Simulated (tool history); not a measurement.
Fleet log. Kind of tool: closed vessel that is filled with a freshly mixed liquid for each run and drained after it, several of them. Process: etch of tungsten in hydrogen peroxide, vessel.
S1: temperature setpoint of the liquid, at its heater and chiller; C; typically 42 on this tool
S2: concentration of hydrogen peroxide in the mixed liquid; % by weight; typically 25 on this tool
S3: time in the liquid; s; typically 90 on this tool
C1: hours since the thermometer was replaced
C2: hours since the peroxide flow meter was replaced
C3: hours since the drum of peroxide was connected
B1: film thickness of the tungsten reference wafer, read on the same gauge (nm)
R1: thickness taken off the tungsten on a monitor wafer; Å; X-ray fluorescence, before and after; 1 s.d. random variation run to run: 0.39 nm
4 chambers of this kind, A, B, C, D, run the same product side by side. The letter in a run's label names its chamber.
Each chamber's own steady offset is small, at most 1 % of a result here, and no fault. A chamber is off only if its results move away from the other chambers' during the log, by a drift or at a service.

run	hour	S1	S2	S3	C1	C2	C3	B1	R1
1A	3.5	42	25	90	1977.5	74.8	1066.4	140	520.07
2D	6	42	25	90	2027.8	1016.8	84.4	140	514.87
3C	9.5	42	25	90	235.4	234.1	257.7	140.01	508.57
4B	13.9	42	25	90	1198.2	31.3	492.8	140	520.43
5D	17.5	42	30	90	2039.3	1028.3	95.9	140	556.57
6B	21.7	42	30	90	1206	39.1	500.6	139.99	566.94
7A	24.1	42	30	90	1998.1	95.4	1087	139.99	561.27
# hour 26.1: chamber A: new drum of peroxide connected
8C	28.4	42	30	90	254.3	253	276.6	139.99	555.25
9B	32.9	42	25	90	1217.2	50.3	511.8	140.01	520.54
10D	35.4	42	25	90	2057.2	1046.2	113.8	139.99	515.09
# hour 37.4: chamber D: thermometer replaced
11C	38.8	42	25	90	264.7	263.4	287	139.99	509.15
12A	43.2	42	25	90	2017.2	114.5	17.2	140	519.35
13A	47.8	33.5	29	90	2021.8	119.1	21.8	139.99	315.27
14C	51.3	33.5	29	90	277.2	275.9	299.5	140	312.56
15D	53.7	33.5	29	90	16.3	1064.5	132.1	140	318.78
16B	56.8	33.5	29	90	1241.1	74.2	535.7	140	315
17A	61.4	42	25	90	2035.4	132.7	35.4	140	509.94
18B	65.6	42	25	90	1249.9	83	544.5	140	513.85
19D	67.8	42	25	90	30.4	1078.6	146.2	140.02	510.17
20C	69.9	42	25	90	295.8	294.5	318.1	140.01	517.88
21C	72	42	25	90	297.9	296.6	320.2	140.02	507.62
22A	76.4	42	25	90	2050.4	147.7	50.4	140.01	520.96
23D	80.1	42	25	90	42.7	1090.9	158.5	140	518.86
24B	83.7	42	25	90	1268	101.1	562.6	140.03	500.75
25B	86.6	42	25	90	1270.9	104	565.5	140	500.45
26A	89.4	42	25	90	2063.4	160.7	63.4	139.99	513.67
27C	93.8	42	25	90	319.7	318.4	342	140	508.29
28D	96.8	42	25	90	59.4	1107.6	175.2	140	513.33
29A	100.6	42	25	90	2074.6	171.9	74.6	139.99	516.63
30D	104.7	42	25	90	67.3	1115.5	183.1	140.01	517.35
31B	108.4	42	25	90	1292.7	125.8	587.3	139.99	496.29
32C	110.8	42	25	90	336.7	335.4	359	139.99	503.33
33B	113.1	42	25	90	1297.4	130.5	592	140.02	492.74
34A	116.9	42	25	90	2090.9	188.2	90.9	140	518.41
35D	119.3	42	25	90	81.9	1130.1	197.7	139.99	519.68
36C	121.7	42	25	90	347.6	346.3	369.9	140.01	512.32
37B	126.3	42	21	45	1310.6	143.7	605.2	139.98	218.72
38A	128.8	42	21	45	2102.8	200.1	102.8	140.01	236.31
39C	132.5	42	21	45	358.4	357.1	380.7	140	230.98

Predict what each chamber gives when all 4 of them run the settings below next.
40A	135.8	42	25	90					?
40B	135.8	42	25	90					?
40C	135.8	42	25	90					?
40D	135.8	42	25	90					?

run	R1
40A	516.72
40B	481.15
40C	508.69
40D	513.96

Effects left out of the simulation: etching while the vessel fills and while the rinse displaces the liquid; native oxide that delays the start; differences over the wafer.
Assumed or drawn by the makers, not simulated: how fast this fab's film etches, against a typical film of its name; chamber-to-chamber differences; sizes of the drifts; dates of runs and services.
